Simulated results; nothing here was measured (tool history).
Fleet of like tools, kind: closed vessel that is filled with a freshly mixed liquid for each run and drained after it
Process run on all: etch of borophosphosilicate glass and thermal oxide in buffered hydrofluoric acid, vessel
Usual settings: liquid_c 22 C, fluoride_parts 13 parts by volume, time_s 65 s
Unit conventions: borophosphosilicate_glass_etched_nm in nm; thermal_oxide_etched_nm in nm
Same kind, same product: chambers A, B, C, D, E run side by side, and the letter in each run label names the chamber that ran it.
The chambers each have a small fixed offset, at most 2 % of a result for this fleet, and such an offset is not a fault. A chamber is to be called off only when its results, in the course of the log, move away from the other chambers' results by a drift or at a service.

run,hour,liquid_c,fluoride_parts,time_s,hours since the thermometer was replaced,hours since the hydrofluoric acid flow meter was replaced,"read-back film thickness of the borophosphosilicate glass reference wafer, read on the same gauge (nm)","read-back film thickness of the thermal oxide reference wafer, read on the same gauge (nm)",borophosphosilicate_glass_etched_nm,thermal_oxide_etched_nm
1C,2.4,22,13,65,488.4,621.7,39.983,80.003,55.796,53.085
2A,5.5,22,13,65,1240.2,42.8,40.012,80.009,56.973,52.135
3D,8.1,22,13,65,119.6,910.1,40.007,79.986,56.046,52.681
4E,13,22,13,65,922.9,1258.7,39.991,79.994,57.043,53.053
5B,17.3,22,13,65,650.8,1828.5,39.972,80.014,57.04,52.733
6D,21.1,22,13,65,132.6,923.1,40.014,79.983,56.012,52.397
7A,24.5,22,13,65,1259.2,61.8,40.018,79.966,56.385,52.47
8E,27.6,22,13,65,937.5,1273.3,40.002,80.046,57.327,52.897
9C,32.6,22,13,65,518.6,651.9,39.994,79.986,55.689,53.338
10B,37.1,22,13,65,670.6,1848.3,39.993,79.956,56.775,52.486
11D,41.1,18,16.5,65,152.6,943.1,39.989,80.005,35.383,33.307
12B,46.1,18,16.5,65,679.6,1857.3,39.996,80.045,35.439,33.343
13C,50.1,18,16.5,65,536.1,669.4,40.011,80.03,35.371,33.49
14E,55.4,18,16.5,65,965.3,1301.1,39.996,80.005,35.928,33.39
15A,58.2,18,16.5,65,1292.9,95.5,40.021,79.991,35.641,33.237
16E,62.2,22,13,65,972.1,1307.9,39.99,80.019,56.739,52.703
17C,66.7,22,13,65,552.7,686,40.003,79.997,55.684,53.193
18A,69.9,22,13,65,1304.6,107.2,39.995,79.984,56.239,52.43
19B,75.3,22,13,65,708.8,1886.5,39.989,80.022,56.511,52.769
20D,79.1,22,13,65,190.6,981.1,39.98,80.051,56.116,52.633
21B,82.1,20.5,13,65,715.6,1893.3,40.015,79.984,51.81,48.621
22C,86.6,20.5,13,65,572.6,705.9,40.02,80.025,51.618,48.653
23E,91.1,20.5,13,65,1001,1336.8,40.008,79.986,52.527,48.461
24A,95.7,20.5,13,65,1330.4,133,39.979,79.987,52.135,48.266
25D,100.7,20.5,13,65,212.2,1002.7,40.001,80.023,51.39,48.483
26C,104.9,22,13,65,590.9,724.2,39.987,80.009,55.937,52.807
27D,107.6,22,13,65,219.1,1009.6,39.984,79.967,55.766,52.635
28B,111,17.5,13,40,744.5,1922.2,40,80.016,26.979,25.126
29A,114.8,17.5,13,40,1349.5,152.1,40.003,80.007,27.019,25.023
30E,118.6,17.5,13,40,1028.5,1364.3,40.015,79.989,27.256,25.174
31C,122.8,17.5,13,40,608.8,742.1,40.004,80.015,26.835,25.498
32B,126.7,17.5,13,40,760.2,1937.9,39.99,80.041,27.086,24.963
33A,131,22,13,65,1365.7,168.3,40.005,79.979,56.663,52.07
34D,134.2,22,13,65,245.7,1036.2,40,80.003,56.169,52.506
35E,137.3,22,13,65,1047.2,1383,39.994,79.983,56.718,52.985
36A,140.3,22,13,65,1375,177.6,39.995,80.039,56.629,52
37B,143.7,22,13,65,777.2,1954.9,39.98,79.991,56.822,52.573
38C,148.6,22,13,65,634.6,767.9,40.018,79.982,55.568,53.146

For the next run the whole fleet of 5 chambers uses the same settings. Give each chamber's results:
39A,152.6,22,13,65,,,,,?,?
39B,152.6,22,13,65,,,,,?,?
39C,152.6,22,13,65,,,,,?,?
39D,152.6,22,13,65,,,,,?,?
39E,152.6,22,13,65,,,,,?,?

run,borophosphosilicate_glass_etched_nm,thermal_oxide_etched_nm
39A,56.022,52.236
39B,56.096,52.72
39C,55.785,53.076
39D,55.688,52.449
39E,56.922,52.657
